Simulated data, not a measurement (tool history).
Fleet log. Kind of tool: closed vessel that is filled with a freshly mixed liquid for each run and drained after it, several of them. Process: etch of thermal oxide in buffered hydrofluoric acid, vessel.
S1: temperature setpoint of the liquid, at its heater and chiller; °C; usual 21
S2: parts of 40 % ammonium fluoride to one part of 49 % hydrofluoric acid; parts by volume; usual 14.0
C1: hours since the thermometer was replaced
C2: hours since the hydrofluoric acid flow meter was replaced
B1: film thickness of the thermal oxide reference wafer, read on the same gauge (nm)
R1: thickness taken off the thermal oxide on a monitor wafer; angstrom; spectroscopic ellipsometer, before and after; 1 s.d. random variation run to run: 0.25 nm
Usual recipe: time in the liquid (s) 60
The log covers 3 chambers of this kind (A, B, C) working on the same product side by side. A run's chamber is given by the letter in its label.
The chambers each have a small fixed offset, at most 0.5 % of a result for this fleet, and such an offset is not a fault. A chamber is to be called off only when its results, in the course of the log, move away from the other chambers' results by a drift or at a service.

run 1C day=0.208 | S1=21 S2=14.0 time_in_the_liquid_(s)=60 | C1=137.0 C2=447.9 | B1=79.988 | R1=439.63
run 2A day=0.329 | S1=21 S2=14.0 time_in_the_liquid_(s)=60 | C1=1749.1 C2=506.5 | B1=80.006 | R1=431.36
run 3B day=0.525 | S1=21 S2=14.0 time_in_the_liquid_(s)=60 | C1=253.9 C2=642.0 | B1=80.028 | R1=431.03
run 4C day=0.696 | S1=21 S2=14.0 time_in_the_liquid_(s)=60 | C1=148.7 C2=459.6 | B1=80.002 | R1=437.16
run 5A day=0.871 | S1=21 S2=14.0 time_in_the_liquid_(s)=60 | C1=1762.1 C2=519.5 | B1=80.011 | R1=433.67
run 6B day=0.958 | S1=21 S2=14.0 time_in_the_liquid_(s)=60 | C1=264.3 C2=652.4 | B1=80.018 | R1=437.73
run 7C day=1.058 | S1=21 S2=14.0 time_in_the_liquid_(s)=60 | C1=157.4 C2=468.3 | B1=80.015 | R1=432.52
run 8B day=1.229 | S1=21 S2=14.0 time_in_the_liquid_(s)=60 | C1=270.8 C2=658.9 | B1=79.999 | R1=436.18
run 9A day=1.412 | S1=21 S2=14.0 time_in_the_liquid_(s)=60 | C1=1775.1 C2=532.5 | B1=79.993 | R1=435.39
run 10A day=1.525 | S1=21 S2=16.5 time_in_the_liquid_(s)=40 | C1=1777.8 C2=535.2 | B1=79.992 | R1=245.40
run 11C day=1.696 | S1=21 S2=16.5 time_in_the_liquid_(s)=40 | C1=172.7 C2=483.6 | B1=80.013 | R1=246.71
run 12B day=1.867 | S1=21 S2=16.5 time_in_the_liquid_(s)=40 | C1=286.1 C2=674.2 | B1=80.011 | R1=248.09
run 13C day=2.012 | S1=21 S2=14.0 time_in_the_liquid_(s)=60 | C1=180.3 C2=491.2 | B1=79.992 | R1=437.04
run 14A day=2.171 | S1=21 S2=11.0 time_in_the_liquid_(s)=80 | C1=1793.3 C2=550.7 | B1=79.993 | R1=737.87
run 15B day=2.283 | S1=21 S2=11.0 time_in_the_liquid_(s)=80 | C1=296.1 C2=684.2 | B1=80.005 | R1=754.26
run 16B day=2.462 | S1=21 S2=11.0 time_in_the_liquid_(s)=80 | C1=300.4 C2=688.5 | B1=80.003 | R1=762.22
run 17C day=2.596 | S1=21 S2=14.0 time_in_the_liquid_(s)=60 | C1=194.3 C2=505.2 | B1=80.009 | R1=429.55
run 18A day=2.783 | S1=18 S2=14.0 time_in_the_liquid_(s)=90 | C1=1808.0 C2=565.4 | B1=80.001 | R1=548.29
run 19C day=2.921 | S1=18 S2=14.0 time_in_the_liquid_(s)=90 | C1=202.1 C2=513.0 | B1=80.009 | R1=554.52
run 20A day=3.017 | S1=18 S2=14.0 time_in_the_liquid_(s)=90 | C1=1813.6 C2=571.0 | B1=79.990 | R1=551.38
run 21B day=3.112 | S1=21 S2=14.0 time_in_the_liquid_(s)=60 | C1=316.0 C2=704.1 | B1=80.001 | R1=452.40
run 22B day=3.304 | S1=21 S2=14.0 time_in_the_liquid_(s)=60 | C1=320.6 C2=708.7 | B1=80.001 | R1=457.54
run 23C day=3.421 | S1=21 S2=14.0 time_in_the_liquid_(s)=60 | C1=214.1 C2=525.0 | B1=80.000 | R1=432.30
run 24A day=3.579 | S1=21 S2=14.0 time_in_the_liquid_(s)=60 | C1=1827.1 C2=584.5 | B1=79.991 | R1=432.15
run 25A day=3.758 | S1=21 S2=10.5 time_in_the_liquid_(s)=45 | C1=1831.4 C2=588.8 | B1=80.001 | R1=436.53
run 26B day=3.950 | S1=21 S2=10.5 time_in_the_liquid_(s)=45 | C1=336.1 C2=724.2 | B1=79.982 | R1=457.20
run 27C day=4.092 | S1=21 S2=10.5 time_in_the_liquid_(s)=45 | C1=230.2 C2=541.1 | B1=79.996 | R1=430.44
run 28A day=4.192 | S1=21 S2=14.0 time_in_the_liquid_(s)=60 | C1=1841.8 C2=599.2 | B1=79.986 | R1=432.58
run 29C day=4.308 | S1=21 S2=14.0 time_in_the_liquid_(s)=60 | C1=235.4 C2=546.3 | B1=80.011 | R1=438.87
run 30B day=4.471 | S1=21 S2=17.0 time_in_the_liquid_(s)=60 | C1=348.6 C2=736.7 | B1=80.003 | R1=383.09
run 31B day=4.583 | S1=21 S2=17.0 time_in_the_liquid_(s)=60 | C1=351.3 C2=739.4 | B1=79.984 | R1=384.37
run 32A day=4.729 | S1=21 S2=17.0 time_in_the_liquid_(s)=60 | C1=1854.7 C2=612.1 | B1=79.995 | R1=357.49

What goes on in this fleet: one chamber off, a drifting gauge, or nothing beyond the chambers' own small offsets? Name the chamber and the cause, if any.

One chamber, B, drifts off from the rest bit by bit.
Most likely cause: liquid hotter than its thermometer reads (K) = 1.4.
From this log alone, it may not be told apart from: hydrofluoric acid flow above the setpoint (%).

Chamber B could run next with any of the 4 candidate recipes listed below; each alters the usual settings, and their results appear as question marks. Which one brings its results back in line with what the other chambers deliver on the usual settings?
Counts as in line when no further than this from what the other chambers average on the usual settings: R1 8.60 angstrom
run 33B-1 day=4.879 | S1=22.5 S2=14.0 time_in_the_liquid_(s)=60 | R1=?
run 33B-2 day=4.879 | S1=20.5 S2=14.0 time_in_the_liquid_(s)=60 | R1=?
run 33B-3 day=4.879 | S1=21.0 S2=15.0 time_in_the_liquid_(s)=60 | R1=?
run 33B-4 day=4.879 | S1=21.5 S2=14.0 time_in_the_liquid_(s)=60 | R1=?

The mean the other chambers reach with the usual settings: R1 433.99 angstrom
run=33B-1 R1=508.98
run=33B-2 R1=456.72
run=33B-3 R1=438.70
run=33B-4 R1=482.36
33B-3 brings the chamber back in line.

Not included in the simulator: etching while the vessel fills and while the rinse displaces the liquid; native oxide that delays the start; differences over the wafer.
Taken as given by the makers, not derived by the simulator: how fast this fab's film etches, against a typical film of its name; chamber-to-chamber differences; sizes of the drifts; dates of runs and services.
